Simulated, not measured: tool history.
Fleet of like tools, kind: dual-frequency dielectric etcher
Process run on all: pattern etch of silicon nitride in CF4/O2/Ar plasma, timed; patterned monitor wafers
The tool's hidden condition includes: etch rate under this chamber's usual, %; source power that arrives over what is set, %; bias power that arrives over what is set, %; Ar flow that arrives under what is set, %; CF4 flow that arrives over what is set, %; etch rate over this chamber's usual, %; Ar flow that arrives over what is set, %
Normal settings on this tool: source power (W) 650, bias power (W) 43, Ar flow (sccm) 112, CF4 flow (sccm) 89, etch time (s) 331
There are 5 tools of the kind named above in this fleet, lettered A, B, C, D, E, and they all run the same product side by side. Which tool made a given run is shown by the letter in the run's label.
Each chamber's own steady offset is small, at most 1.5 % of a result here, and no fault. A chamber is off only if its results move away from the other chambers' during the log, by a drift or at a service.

| run | hour | source power (W) | bias power (W) | Ar flow (sccm) | CF4 flow (sccm) | etch time (s) | hours since the last wet clean | hours since the last source power generator calibration | hours since the last bias power generator calibration | hours since the last Ar flow controller change | hours since the last CF4 flow controller change | read-back reference wafer on the same gauge, depth_nm | mean etch depth across the wafer (angstrom) |
|---|---|---|---|---|---|---|---|---|---|---|---|---|---|
| 1E | 5.4 | 650 | 43 | 112 | 89 | 331 | 382.9 | 2439 | 3294.7 | 3106.8 | 1512.4 | 723.22 | 7185.1 |
| 2D | 8.1 | 650 | 43 | 112 | 89 | 331 | 304.1 | 1403.8 | 898.9 | 5086.6 | 857.2 | 724.11 | 7298.3 |
| 3A | 11.3 | 650 | 43 | 112 | 89 | 331 | 414.6 | 4029 | 1135.7 | 1471.2 | 1355.4 | 723.88 | 7278.1 |
| 4C | 15 | 650 | 43 | 112 | 89 | 331 | 279.2 | 385 | 894.2 | 2014.4 | 1841.9 | 723.99 | 7356.6 |
| 5B | 19 | 650 | 35 | 112 | 101 | 331 | 353.8 | 3222.3 | 1973.2 | 3592.8 | 3462.9 | 723.94 | 6913.3 |
| 6E | 22.5 | 650 | 35 | 112 | 101 | 331 | 400 | 2456.1 | 3311.8 | 3123.9 | 1529.5 | 723.7 | 6859.3 |
| 7C | 27.6 | 650 | 35 | 112 | 101 | 331 | 291.8 | 397.6 | 906.8 | 2027 | 1854.5 | 723.57 | 6994.7 |
| 8B | 31.8 | 650 | 35 | 112 | 101 | 331 | 366.6 | 3235.1 | 1986 | 3605.6 | 3475.7 | 723.57 | 6851.8 |
| 9D | 35.8 | 650 | 35 | 112 | 101 | 331 | 331.8 | 1431.5 | 926.6 | 5114.3 | 884.9 | 724.05 | 6931.4 |
| 10A | 38.9 | 650 | 43 | 112 | 89 | 331 | 442.2 | 4056.6 | 1163.3 | 1498.8 | 1383 | 723.53 | 7216.5 |
| 11C | 43.5 | 550 | 43 | 112 | 89 | 331 | 307.7 | 413.5 | 922.7 | 2042.9 | 1870.4 | 724.64 | 6310.3 |
| 12E | 47.6 | 550 | 43 | 112 | 89 | 331 | 425.1 | 2481.2 | 3336.9 | 3149 | 1554.6 | 723.46 | 6238.6 |
| 13B | 51.1 | 550 | 43 | 112 | 89 | 331 | 385.9 | 3254.4 | 2005.3 | 3624.9 | 3495 | 724.03 | 6286.6 |
| 14D | 55.1 | 550 | 43 | 112 | 89 | 331 | 351.1 | 1450.8 | 945.9 | 5133.6 | 904.2 | 724.45 | 6302.5 |
| 15A | 59.2 | 550 | 43 | 112 | 89 | 331 | 462.5 | 4076.9 | 1183.6 | 1519.1 | 1403.3 | 724.67 | 6215.5 |
| 16E | 62.1 | 650 | 43 | 112 | 89 | 331 | 439.6 | 2495.7 | 3351.4 | 3163.5 | 1569.1 | 724.22 | 7191.2 |
| 17D | 66.6 | 650 | 43 | 112 | 99 | 331 | 362.6 | 1462.3 | 957.4 | 5145.1 | 915.7 | 723.33 | 7377.9 |
| 18A | 70.6 | 650 | 43 | 112 | 99 | 331 | 473.9 | 4088.3 | 1195 | 1530.5 | 1414.7 | 723.89 | 7312.1 |
|  | 74.8 | chamber A: wet clean of the chamber |
| 19B | 75.2 | 650 | 43 | 112 | 99 | 331 | 410 | 3278.5 | 2029.4 | 3649 | 3519.1 | 723.01 | 7379 |
| 20C | 78 | 650 | 43 | 112 | 99 | 331 | 342.2 | 448 | 957.2 | 2077.4 | 1904.9 | 723.75 | 7466.4 |
| 21A | 82.9 | 650 | 43 | 112 | 99 | 331 | 8.2 | 4100.6 | 1207.3 | 1542.8 | 1427 | 723.43 | 7005.9 |
| 22B | 86.1 | 650 | 43 | 112 | 89 | 331 | 420.9 | 3289.4 | 2040.3 | 3659.9 | 3530 | 723.72 | 7264.1 |
| 23C | 91.6 | 650 | 43 | 112 | 89 | 331 | 355.8 | 461.6 | 970.8 | 2091 | 1918.5 | 723.4 | 7350 |
| 24E | 96.7 | 650 | 43 | 112 | 89 | 331 | 474.2 | 2530.3 | 3386 | 3198.1 | 1603.7 | 723.88 | 7184 |
| 25D | 101.9 | 650 | 43 | 112 | 89 | 331 | 397.9 | 1497.6 | 992.7 | 5180.4 | 951 | 724.17 | 7282 |
|  | 102.6 | chamber E: wet clean of the chamber |
| 26D | 104.7 | 650 | 49 | 112 | 89 | 331 | 400.7 | 1500.4 | 995.5 | 5183.2 | 953.8 | 723.93 | 7634.9 |
|  | 106.5 | chamber D: source power generator calibrated |
| 27C | 109.9 | 650 | 49 | 112 | 89 | 331 | 374.1 | 479.9 | 989.1 | 2109.3 | 1936.8 | 723.54 | 7715 |
| 28B | 115 | 650 | 49 | 112 | 89 | 331 | 449.8 | 3318.3 | 2069.2 | 3688.8 | 3558.9 | 723.35 | 7617.4 |
| 29E | 117.9 | 650 | 49 | 112 | 89 | 331 | 15.4 | 2551.5 | 3407.2 | 3219.3 | 1624.9 | 724.54 | 7631.6 |
| 30A | 122.1 | 650 | 49 | 112 | 89 | 331 | 47.4 | 4139.8 | 1246.5 | 1582 | 1466.2 | 723.49 | 7242.6 |
| 31B | 127.1 | 650 | 43 | 112 | 89 | 331 | 461.9 | 3330.4 | 2081.3 | 3700.9 | 3571 | 723.96 | 7287.3 |
| 32C | 131.3 | 650 | 43 | 112 | 89 | 331 | 395.5 | 501.3 | 1010.5 | 2130.7 | 1958.2 | 724.73 | 7336.2 |
| 33D | 134.7 | 650 | 43 | 112 | 89 | 331 | 430.7 | 28.2 | 1025.5 | 5213.2 | 983.8 | 722.99 | 7275.2 |
| 34A | 139.7 | 650 | 43 | 112 | 89 | 331 | 65 | 4157.4 | 1264.1 | 1599.6 | 1483.8 | 723.75 | 6912.8 |
| 35E | 143.7 | 650 | 33 | 112 | 89 | 331 | 41.2 | 2577.3 | 3433 | 3245.1 | 1650.7 | 723.57 | 6566.3 |
| 36B | 149 | 650 | 33 | 112 | 89 | 331 | 483.8 | 3352.3 | 2103.2 | 3722.8 | 3592.9 | 723.89 | 6645.2 |

All chambers now run identical settings, listed one chamber a line with results as question marks. What results will each chamber show?
| 37A | 153 | 760 | 43 | 112 | 89 | 331 |  |  |  |  |  |  | ? |
| 37B | 153 | 760 | 43 | 112 | 89 | 331 |  |  |  |  |  |  | ? |
| 37C | 153 | 760 | 43 | 112 | 89 | 331 |  |  |  |  |  |  | ? |
| 37D | 153 | 760 | 43 | 112 | 89 | 331 |  |  |  |  |  |  | ? |
| 37E | 153 | 760 | 43 | 112 | 89 | 331 |  |  |  |  |  |  | ? |

| run | mean etch depth across the wafer (angstrom) |
|---|---|
| 37A | 7941.6 |
| 37B | 8345 |
| 37C | 8362 |
| 37D | 8319.7 |
| 37E | 8251.5 |
